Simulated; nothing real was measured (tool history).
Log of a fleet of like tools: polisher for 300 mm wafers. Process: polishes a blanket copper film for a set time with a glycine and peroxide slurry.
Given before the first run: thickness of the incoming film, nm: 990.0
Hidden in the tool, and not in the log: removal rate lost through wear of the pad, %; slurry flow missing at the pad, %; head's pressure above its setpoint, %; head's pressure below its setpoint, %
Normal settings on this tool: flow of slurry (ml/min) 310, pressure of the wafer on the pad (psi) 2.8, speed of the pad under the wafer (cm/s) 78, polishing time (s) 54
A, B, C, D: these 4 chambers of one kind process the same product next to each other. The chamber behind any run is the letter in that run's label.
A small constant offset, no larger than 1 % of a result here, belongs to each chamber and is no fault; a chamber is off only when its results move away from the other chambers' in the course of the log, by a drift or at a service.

run	hour	flow of slurry (ml/min)	pressure of the wafer on the pad (psi)	speed of the pad under the wafer (cm/s)	polishing time (s)	wafers polished on this pad	hours since the slurry nozzle was cleaned	hours since the head pressure was calibrated	film removed (angstrom)
1B	2.5	310	2.8	78	54	861	713.1	887.4	2242.7
2D	4.8	310	2.8	78	54	549	568.3	101.7	2203
3C	7.4	310	2.8	78	54	825	667.4	501.7	2244.3
4A	9.3	310	2.8	78	54	236	284	231	2264.7
# hour 10.4: chamber D: worn pad replaced by a new one
5B	13.5	310	2.8	90	54	1041	724.1	898.4	2559.5
6A	16.1	310	2.8	90	54	347	290.8	237.8	2542
7C	18.3	310	2.8	90	54	1004	678.3	512.6	2482.8
8D	20.7	310	2.8	90	54	168	584.2	117.6	2541.3
# hour 23.1: chamber B: worn pad replaced by a new one
9A	24.1	310	2.8	78	54	479	298.8	245.8	2294.3
# hour 26.7: chamber C: worn pad replaced by a new one
10C	27.2	310	2.8	78	65	9	687.2	521.5	2717.9
11D	30.5	310	2.8	78	65	329	594	127.4	2748.4
12B	32.8	310	2.8	78	65	160	743.4	917.7	2668.2
13D	35.9	310	2.8	78	65	417	599.4	132.8	2689.8
14B	39.7	310	2.8	78	54	273	750.3	924.6	2261.6
15A	41.6	310	2.8	78	54	765	316.3	263.3	2275.8
16C	45.2	310	2.8	78	54	304	705.2	539.5	2234.2
# hour 46.4: chamber D: worn pad replaced by a new one
17A	49.2	310	2.8	78	54	890	323.9	270.9	2224.3
18B	52.3	310	2.8	78	54	480	762.9	937.2	2266.8
19C	55.5	350	2.8	78	54	473	715.5	549.8	2287.9
20D	57.7	350	2.8	78	54	185	621.2	154.6	2258.9
21A	60.4	350	2.8	78	54	1074	335.1	282.1	2272.6
22C	63.7	350	2.8	78	54	607	723.7	558	2224.8
23B	65.6	310	2.8	78	54	698	776.2	950.5	2241.4
24D	69.6	310	2.8	78	54	380	633.1	166.5	2216
# hour 70: chamber C: slurry nozzle cleaned
25C	72.3	310	2.8	78	54	748	2.3	566.6	2255.8
26A	75.3	310	2.8	78	54	1318	350	297	2276.4
# hour 77.3: chamber D: worn pad replaced by a new one
27D	77.6	310	2.8	78	54	5	641.1	174.5	2225.2
28B	81.1	245	2.8	78	54	952	791.7	966	2201.8
# hour 83.4: chamber B: worn pad replaced by a new one
29B	84.4	245	2.8	78	54	16	795	969.3	2217.4
30C	86.5	245	2.8	78	54	981	16.5	580.8	2194.2
# hour 87.3: chamber A: worn pad replaced by a new one
31D	89.9	245	2.8	78	54	206	653.4	186.8	2182.5
32A	92.2	310	2.8	78	54	81	366.9	313.9	2281.6

Is one chamber out of step, is the gauge drifting, or do the chambers differ by no more than their own small offsets? For an off chamber, give its letter and the likeliest cause.

The fleet is healthy, with each chamber sitting at its usual small offset and no drift in the gauge.

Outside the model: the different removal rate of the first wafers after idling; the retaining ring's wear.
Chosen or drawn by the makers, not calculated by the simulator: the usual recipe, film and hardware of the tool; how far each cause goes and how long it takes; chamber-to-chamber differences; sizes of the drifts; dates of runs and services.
